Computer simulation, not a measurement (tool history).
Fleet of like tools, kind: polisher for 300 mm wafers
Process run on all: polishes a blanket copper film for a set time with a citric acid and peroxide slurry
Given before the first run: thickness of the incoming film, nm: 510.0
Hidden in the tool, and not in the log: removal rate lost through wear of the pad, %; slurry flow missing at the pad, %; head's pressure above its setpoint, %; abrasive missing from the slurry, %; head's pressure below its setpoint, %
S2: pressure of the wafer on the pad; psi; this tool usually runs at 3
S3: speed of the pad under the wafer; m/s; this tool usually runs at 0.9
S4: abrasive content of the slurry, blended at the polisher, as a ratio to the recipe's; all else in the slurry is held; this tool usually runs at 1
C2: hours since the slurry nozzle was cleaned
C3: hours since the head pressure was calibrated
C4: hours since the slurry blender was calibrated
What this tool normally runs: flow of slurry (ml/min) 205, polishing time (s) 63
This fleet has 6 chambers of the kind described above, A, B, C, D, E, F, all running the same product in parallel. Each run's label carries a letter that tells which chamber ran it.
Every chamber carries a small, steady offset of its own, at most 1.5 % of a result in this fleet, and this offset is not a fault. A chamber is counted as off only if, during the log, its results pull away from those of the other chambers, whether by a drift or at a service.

-- hour=1.8 chamber B: worn pad replaced by a new one
run 1E hour=2.1 | flow_of_slurry_(ml/min)=205 S2=3 S3=0.9 S4=1 polishing_time_(s)=63 | wafers_polished_on_this_pad=711 C2=185.1 C3=338.9 C4=215.1 | film_removed_(Å)=1212.7
-- hour=3.2 chamber A: slurry blender recalibrated
run 2B hour=4.1 | flow_of_slurry_(ml/min)=205 S2=3 S3=0.9 S4=1 polishing_time_(s)=63 | wafers_polished_on_this_pad=23 C2=212.3 C3=341 C4=206.1 | film_removed_(Å)=1206.3
run 3D hour=6.5 | flow_of_slurry_(ml/min)=205 S2=3 S3=0.9 S4=1 polishing_time_(s)=63 | wafers_polished_on_this_pad=370 C2=20.2 C3=623.2 C4=93 | film_removed_(Å)=1208.3
run 4A hour=8.5 | flow_of_slurry_(ml/min)=205 S2=3 S3=0.9 S4=1 polishing_time_(s)=63 | wafers_polished_on_this_pad=258 C2=128.7 C3=227.3 C4=5.3 | film_removed_(Å)=1228
run 5C hour=11.8 | flow_of_slurry_(ml/min)=205 S2=3 S3=0.9 S4=1 polishing_time_(s)=63 | wafers_polished_on_this_pad=120 C2=246.8 C3=199.2 C4=37 | film_removed_(Å)=1221.4
-- hour=14.7 chamber B: slurry blender recalibrated
run 6F hour=15.1 | flow_of_slurry_(ml/min)=205 S2=3 S3=0.9 S4=1 polishing_time_(s)=63 | wafers_polished_on_this_pad=273 C2=510.7 C3=164.9 C4=64.7 | film_removed_(Å)=1213.7
run 7C hour=17.3 | flow_of_slurry_(ml/min)=205 S2=3 S3=0.9 S4=1 polishing_time_(s)=63 | wafers_polished_on_this_pad=174 C2=252.3 C3=204.7 C4=42.5 | film_removed_(Å)=1223.4
-- hour=17.9 chamber D: worn pad replaced by a new one
run 8A hour=19.5 | flow_of_slurry_(ml/min)=205 S2=3 S3=0.9 S4=1 polishing_time_(s)=63 | wafers_polished_on_this_pad=366 C2=139.7 C3=238.3 C4=16.3 | film_removed_(Å)=1213.8
run 9D hour=22.3 | flow_of_slurry_(ml/min)=205 S2=3 S3=0.9 S4=1 polishing_time_(s)=63 | wafers_polished_on_this_pad=43 C2=36 C3=639 C4=108.8 | film_removed_(Å)=1240.3
run 10B hour=26.1 | flow_of_slurry_(ml/min)=205 S2=3 S3=0.9 S4=1 polishing_time_(s)=63 | wafers_polished_on_this_pad=240 C2=234.3 C3=363 C4=11.5 | film_removed_(Å)=1244
run 11E hour=28 | flow_of_slurry_(ml/min)=265 S2=3.8 S3=0.9 S4=1 polishing_time_(s)=63 | wafers_polished_on_this_pad=967 C2=211 C3=364.8 C4=241 | film_removed_(Å)=1563.5
run 12F hour=31.1 | flow_of_slurry_(ml/min)=265 S2=3.8 S3=0.9 S4=1 polishing_time_(s)=63 | wafers_polished_on_this_pad=431 C2=526.7 C3=180.9 C4=80.7 | film_removed_(Å)=1557.6
run 13C hour=33.7 | flow_of_slurry_(ml/min)=265 S2=3.8 S3=0.9 S4=1 polishing_time_(s)=63 | wafers_polished_on_this_pad=336 C2=268.7 C3=221.1 C4=58.9 | film_removed_(Å)=1583.3
run 14A hour=37.4 | flow_of_slurry_(ml/min)=265 S2=3.8 S3=0.9 S4=1 polishing_time_(s)=63 | wafers_polished_on_this_pad=543 C2=157.6 C3=256.2 C4=34.2 | film_removed_(Å)=1599.4
run 15F hour=40.8 | flow_of_slurry_(ml/min)=265 S2=3.8 S3=0.9 S4=1 polishing_time_(s)=63 | wafers_polished_on_this_pad=527 C2=536.4 C3=190.6 C4=90.4 | film_removed_(Å)=1563.4
-- hour=41.9 chamber D: slurry blender recalibrated
run 16E hour=44.8 | flow_of_slurry_(ml/min)=265 S2=3.8 S3=0.9 S4=1 polishing_time_(s)=63 | wafers_polished_on_this_pad=1133 C2=227.8 C3=381.6 C4=257.8 | film_removed_(Å)=1557.3
run 17D hour=47.6 | flow_of_slurry_(ml/min)=205 S2=3 S3=0.9 S4=1 polishing_time_(s)=63 | wafers_polished_on_this_pad=293 C2=61.3 C3=664.3 C4=5.7 | film_removed_(Å)=1205.7
run 18B hour=51.2 | flow_of_slurry_(ml/min)=205 S2=3 S3=0.9 S4=1 polishing_time_(s)=63 | wafers_polished_on_this_pad=488 C2=259.4 C3=388.1 C4=36.6 | film_removed_(Å)=1212.8
run 19E hour=54.9 | flow_of_slurry_(ml/min)=205 S2=3 S3=0.9 S4=1 polishing_time_(s)=63 | wafers_polished_on_this_pad=1233 C2=237.9 C3=391.7 C4=267.9 | film_removed_(Å)=1213.4
-- hour=58.3 chamber B: slurry nozzle cleaned
run 20B hour=58.9 | flow_of_slurry_(ml/min)=160 S2=3 S3=0.62 S4=1 polishing_time_(s)=63 | wafers_polished_on_this_pad=564 C2=0.6 C3=395.8 C4=44.3 | film_removed_(Å)=821.27
run 21A hour=61.5 | flow_of_slurry_(ml/min)=160 S2=3 S3=0.62 S4=1 polishing_time_(s)=63 | wafers_polished_on_this_pad=781 C2=181.7 C3=280.3 C4=58.3 | film_removed_(Å)=824.45
run 22F hour=64.2 | flow_of_slurry_(ml/min)=160 S2=3 S3=0.62 S4=1 polishing_time_(s)=63 | wafers_polished_on_this_pad=758 C2=559.8 C3=214 C4=113.8 | film_removed_(Å)=811.81
run 23C hour=66.3 | flow_of_slurry_(ml/min)=160 S2=3 S3=0.62 S4=1 polishing_time_(s)=63 | wafers_polished_on_this_pad=658 C2=301.3 C3=253.7 C4=91.5 | film_removed_(Å)=828.53
run 24D hour=68.9 | flow_of_slurry_(ml/min)=160 S2=3 S3=0.62 S4=1 polishing_time_(s)=63 | wafers_polished_on_this_pad=503 C2=82.6 C3=685.6 C4=27 | film_removed_(Å)=827.1
-- hour=70.2 chamber A: worn pad replaced by a new one
run 25D hour=71 | flow_of_slurry_(ml/min)=160 S2=3 S3=0.62 S4=1 polishing_time_(s)=63 | wafers_polished_on_this_pad=524 C2=84.7 C3=687.7 C4=29.1 | film_removed_(Å)=807.94
-- hour=72.4 chamber D: worn pad replaced by a new one
run 26B hour=73.6 | flow_of_slurry_(ml/min)=205 S2=3 S3=0.9 S4=1 polishing_time_(s)=63 | wafers_polished_on_this_pad=710 C2=15.3 C3=410.5 C4=59 | film_removed_(Å)=1220.4
run 27E hour=75.7 | flow_of_slurry_(ml/min)=205 S2=3 S3=0.9 S4=1 polishing_time_(s)=63 | wafers_polished_on_this_pad=1438 C2=258.7 C3=412.5 C4=288.7 | film_removed_(Å)=1221.1
-- hour=75.8 chamber C: slurry nozzle cleaned
-- hour=77 chamber E: worn pad replaced by a new one
run 28A hour=79.6 | flow_of_slurry_(ml/min)=205 S2=3 S3=0.9 S4=1 polishing_time_(s)=63 | wafers_polished_on_this_pad=93 C2=199.8 C3=298.4 C4=76.4 | film_removed_(Å)=1225.7
run 29C hour=83.4 | flow_of_slurry_(ml/min)=205 S2=3 S3=0.9 S4=1 polishing_time_(s)=63 | wafers_polished_on_this_pad=827 C2=7.7 C3=270.8 C4=108.6 | film_removed_(Å)=1221.1
-- hour=84.5 chamber C: worn pad replaced by a new one
run 30F hour=86.3 | flow_of_slurry_(ml/min)=205 S2=3 S3=0.9 S4=1 polishing_time_(s)=63 | wafers_polished_on_this_pad=976 C2=581.9 C3=236.1 C4=135.9 | film_removed_(Å)=1214.8
run 31E hour=90.3 | flow_of_slurry_(ml/min)=205 S2=3 S3=0.9 S4=1 polishing_time_(s)=63 | wafers_polished_on_this_pad=132 C2=273.3 C3=427.1 C4=303.3 | film_removed_(Å)=1206.3
run 32A hour=93.9 | flow_of_slurry_(ml/min)=205 S2=3 S3=0.9 S4=1 polishing_time_(s)=63 | wafers_polished_on_this_pad=235 C2=214.1 C3=312.7 C4=90.7 | film_removed_(Å)=1232.3
run 33F hour=97 | flow_of_slurry_(ml/min)=205 S2=3 S3=0.9 S4=1 polishing_time_(s)=50 | wafers_polished_on_this_pad=1082 C2=592.6 C3=246.8 C4=146.6 | film_removed_(Å)=967.92
run 34D hour=99.2 | flow_of_slurry_(ml/min)=205 S2=3 S3=0.9 S4=1 polishing_time_(s)=50 | wafers_polished_on_this_pad=265 C2=112.9 C3=715.9 C4=57.3 | film_removed_(Å)=971.91
run 35C hour=102.1 | flow_of_slurry_(ml/min)=205 S2=3 S3=0.9 S4=1 polishing_time_(s)=50 | wafers_polished_on_this_pad=174 C2=26.4 C3=289.5 C4=127.3 | film_removed_(Å)=974.06
run 36B hour=104.5 | flow_of_slurry_(ml/min)=205 S2=3 S3=0.9 S4=1 polishing_time_(s)=50 | wafers_polished_on_this_pad=1015 C2=46.2 C3=441.4 C4=89.9 | film_removed_(Å)=971.28
run 37D hour=108.2 | flow_of_slurry_(ml/min)=205 S2=3 S3=0.9 S4=1 polishing_time_(s)=50 | wafers_polished_on_this_pad=354 C2=121.9 C3=724.9 C4=66.3 | film_removed_(Å)=973.41
run 38E hour=111.8 | flow_of_slurry_(ml/min)=205 S2=3 S3=0.9 S4=1 polishing_time_(s)=50 | wafers_polished_on_this_pad=344 C2=294.8 C3=448.6 C4=324.8 | film_removed_(Å)=959.34
run 39F hour=114.5 | flow_of_slurry_(ml/min)=205 S2=3 S3=0.9 S4=1 polishing_time_(s)=63 | wafers_polished_on_this_pad=1255 C2=610.1 C3=264.3 C4=164.1 | film_removed_(Å)=1223.6
run 40B hour=118.1 | flow_of_slurry_(ml/min)=205 S2=3 S3=0.9 S4=1 polishing_time_(s)=63 | wafers_polished_on_this_pad=1149 C2=59.8 C3=455 C4=103.5 | film_removed_(Å)=1220.9
run 41C hour=121.2 | flow_of_slurry_(ml/min)=205 S2=3 S3=0.9 S4=1 polishing_time_(s)=63 | wafers_polished_on_this_pad=363 C2=45.5 C3=308.6 C4=146.4 | film_removed_(Å)=1226.9
-- hour=121.5 chamber B: worn pad replaced by a new one
run 42A hour=123.1 | flow_of_slurry_(ml/min)=205 S2=3 S3=0.9 S4=1 polishing_time_(s)=63 | wafers_polished_on_this_pad=523 C2=243.3 C3=341.9 C4=119.9 | film_removed_(Å)=1223.4
run 43A hour=126.7 | flow_of_slurry_(ml/min)=205 S2=3 S3=0.9 S4=1 polishing_time_(s)=63 | wafers_polished_on_this_pad=558 C2=246.9 C3=345.5 C4=123.5 | film_removed_(Å)=1232.8
run 44B hour=129.8 | flow_of_slurry_(ml/min)=205 S2=3 S3=0.9 S4=1 polishing_time_(s)=63 | wafers_polished_on_this_pad=81 C2=71.5 C3=466.7 C4=115.2 | film_removed_(Å)=1201.3

Each of the 6 chambers runs these same settings next. Fill in every chamber's results:
run 45A hour=132.9 | flow_of_slurry_(ml/min)=205 S2=3.7 S3=0.9 S4=1 polishing_time_(s)=63 | film_removed_(Å)=?
run 45B hour=132.9 | flow_of_slurry_(ml/min)=205 S2=3.7 S3=0.9 S4=1 polishing_time_(s)=63 | film_removed_(Å)=?
run 45C hour=132.9 | flow_of_slurry_(ml/min)=205 S2=3.7 S3=0.9 S4=1 polishing_time_(s)=63 | film_removed_(Å)=?
run 45D hour=132.9 | flow_of_slurry_(ml/min)=205 S2=3.7 S3=0.9 S4=1 polishing_time_(s)=63 | film_removed_(Å)=?
run 45E hour=132.9 | flow_of_slurry_(ml/min)=205 S2=3.7 S3=0.9 S4=1 polishing_time_(s)=63 | film_removed_(Å)=?
run 45F hour=132.9 | flow_of_slurry_(ml/min)=205 S2=3.7 S3=0.9 S4=1 polishing_time_(s)=63 | film_removed_(Å)=?

run=45A film_removed_(Å)=1495.4
run=45B film_removed_(Å)=1496.5
run=45C film_removed_(Å)=1500
run=45D film_removed_(Å)=1522
run=45E film_removed_(Å)=1488.5
run=45F film_removed_(Å)=1481.4

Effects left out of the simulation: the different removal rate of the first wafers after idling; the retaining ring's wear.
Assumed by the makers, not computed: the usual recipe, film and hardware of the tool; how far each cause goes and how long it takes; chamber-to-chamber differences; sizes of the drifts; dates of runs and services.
